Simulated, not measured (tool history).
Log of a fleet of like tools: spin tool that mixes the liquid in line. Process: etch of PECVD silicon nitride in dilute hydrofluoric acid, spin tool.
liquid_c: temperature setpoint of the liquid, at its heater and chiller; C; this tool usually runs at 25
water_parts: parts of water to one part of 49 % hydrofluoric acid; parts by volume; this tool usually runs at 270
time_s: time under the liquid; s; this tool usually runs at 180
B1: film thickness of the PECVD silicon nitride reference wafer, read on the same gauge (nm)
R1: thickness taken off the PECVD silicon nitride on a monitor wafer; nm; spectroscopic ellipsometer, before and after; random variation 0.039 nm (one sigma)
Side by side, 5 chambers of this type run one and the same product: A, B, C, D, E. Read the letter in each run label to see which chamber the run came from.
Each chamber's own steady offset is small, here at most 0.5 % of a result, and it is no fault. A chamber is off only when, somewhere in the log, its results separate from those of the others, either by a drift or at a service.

{"run": "1C", "hour": 7.0, "liquid_c": 25, "water_parts": 270, "time_s": 180, "B1": 99.996, "R1": 3.4248}
{"run": "2B", "hour": 13.2, "liquid_c": 25, "water_parts": 270, "time_s": 180, "B1": 99.972, "R1": 3.3702}
{"run": "3E", "hour": 17.4, "liquid_c": 25, "water_parts": 270, "time_s": 180, "B1": 99.966, "R1": 3.4474}
{"run": "4D", "hour": 21.1, "liquid_c": 25, "water_parts": 270, "time_s": 180, "B1": 100.01, "R1": 3.4377}
{"run": "5A", "hour": 26.0, "liquid_c": 25, "water_parts": 270, "time_s": 180, "B1": 100, "R1": 3.3726}
{"run": "6C", "hour": 29.5, "liquid_c": 25, "water_parts": 270, "time_s": 180, "B1": 99.987, "R1": 3.489}
{"run": "7B", "hour": 35.6, "liquid_c": 25, "water_parts": 270, "time_s": 180, "B1": 100, "R1": 3.4166}
{"run": "8D", "hour": 40.6, "liquid_c": 25, "water_parts": 270, "time_s": 180, "B1": 100.01, "R1": 3.3955}
{"run": "9E", "hour": 46.8, "liquid_c": 25, "water_parts": 270, "time_s": 180, "B1": 100.01, "R1": 3.4002}
{"run": "10A", "hour": 53.9, "liquid_c": 23, "water_parts": 270, "time_s": 180, "B1": 99.988, "R1": 3.0427}
{"run": "11E", "hour": 60.4, "liquid_c": 23, "water_parts": 270, "time_s": 180, "B1": 100.01, "R1": 3.0255}
{"run": "12C", "hour": 65.7, "liquid_c": 23, "water_parts": 270, "time_s": 180, "B1": 100.01, "R1": 3.0987}
{"run": "13D", "hour": 68.9, "liquid_c": 23, "water_parts": 270, "time_s": 180, "B1": 99.989, "R1": 3.0808}
{"run": "14A", "hour": 73.1, "liquid_c": 23, "water_parts": 270, "time_s": 180, "B1": 99.999, "R1": 3.027}
{"run": "15B", "hour": 77.5, "liquid_c": 25, "water_parts": 270, "time_s": 180, "B1": 99.98, "R1": 3.4544}
{"run": "16E", "hour": 81.5, "liquid_c": 25, "water_parts": 270, "time_s": 180, "B1": 100.01, "R1": 3.3682}
{"run": "17B", "hour": 88.5, "liquid_c": 25, "water_parts": 270, "time_s": 180, "B1": 100, "R1": 3.3619}
{"run": "18D", "hour": 94.1, "liquid_c": 25, "water_parts": 270, "time_s": 180, "B1": 100, "R1": 3.4316}
{"run": "19C", "hour": 99.8, "liquid_c": 25, "water_parts": 270, "time_s": 180, "B1": 99.993, "R1": 3.3398}
{"run": "20A", "hour": 106.4, "liquid_c": 25, "water_parts": 350, "time_s": 215, "B1": 100.02, "R1": 3.1691}
{"run": "21B", "hour": 113.0, "liquid_c": 25, "water_parts": 350, "time_s": 215, "B1": 100.01, "R1": 3.1557}
{"run": "22E", "hour": 116.5, "liquid_c": 25, "water_parts": 350, "time_s": 215, "B1": 99.998, "R1": 3.1382}
{"run": "23C", "hour": 122.4, "liquid_c": 25, "water_parts": 350, "time_s": 215, "B1": 100, "R1": 2.9053}
{"run": "24A", "hour": 127.5, "liquid_c": 25, "water_parts": 350, "time_s": 215, "B1": 99.998, "R1": 3.0897}
{"run": "25D", "hour": 134.1, "liquid_c": 25, "water_parts": 270, "time_s": 180, "B1": 100.02, "R1": 3.4521}
{"run": "26E", "hour": 140.9, "liquid_c": 25, "water_parts": 270, "time_s": 180, "B1": 99.997, "R1": 3.3927}
{"run": "27C", "hour": 145.2, "liquid_c": 25, "water_parts": 270, "time_s": 180, "B1": 100, "R1": 3.0952}
{"run": "28D", "hour": 150.9, "liquid_c": 25, "water_parts": 270, "time_s": 180, "B1": 99.998, "R1": 3.5017}
{"run": "29B", "hour": 156.4, "liquid_c": 25, "water_parts": 270, "time_s": 180, "B1": 99.999, "R1": 3.384}
{"run": "30A", "hour": 161.4, "liquid_c": 25, "water_parts": 270, "time_s": 180, "B1": 99.989, "R1": 3.4168}
{"run": "31B", "hour": 164.7, "liquid_c": 25, "water_parts": 270, "time_s": 180, "B1": 100.01, "R1": 3.4498}
{"run": "32E", "hour": 168.6, "liquid_c": 25, "water_parts": 270, "time_s": 180, "B1": 100, "R1": 3.392}

Decide between three cases: one chamber stands off from its peers, the gauge reading all wafers drifts, or nothing is wrong past each chamber's small offset. Where a chamber is off, say which and what most likely put it there.

It is chamber C that slowly wanders off from its peers.
What lies behind it: liquid colder than its thermometer reads (K) = 2.49.
The log may not separate it from: hydrofluoric acid flow below the setpoint (%).

Below are 4 candidate recipes for chamber C's next run, each the usual settings with a change, their results shown as question marks. Which of them brings C's results back in line with what the other chambers give on the usual settings?
In line means no further than this from the other chambers' mean on the usual settings: R1 0.14 nm
{"run": "33C-1", "hour": 173.6, "liquid_c": 24, "water_parts": 270, "time_s": 180, "R1": "?"}
{"run": "33C-2", "hour": 173.6, "liquid_c": 22.5, "water_parts": 270, "time_s": 180, "R1": "?"}
{"run": "33C-3", "hour": 173.6, "liquid_c": 25.5, "water_parts": 260, "time_s": 180, "R1": "?"}
{"run": "33C-4", "hour": 173.6, "liquid_c": 25.5, "water_parts": 240, "time_s": 180, "R1": "?"}

Mean of the other chambers on the usual settings: R1 3.4189 nm
run=33C-1 R1=2.7926
run=33C-2 R1=2.5414
run=33C-3 R1=3.1819
run=33C-4 R1=3.4414
The right change is 33C-4: it brings the chamber back within the allowed miss of the others.
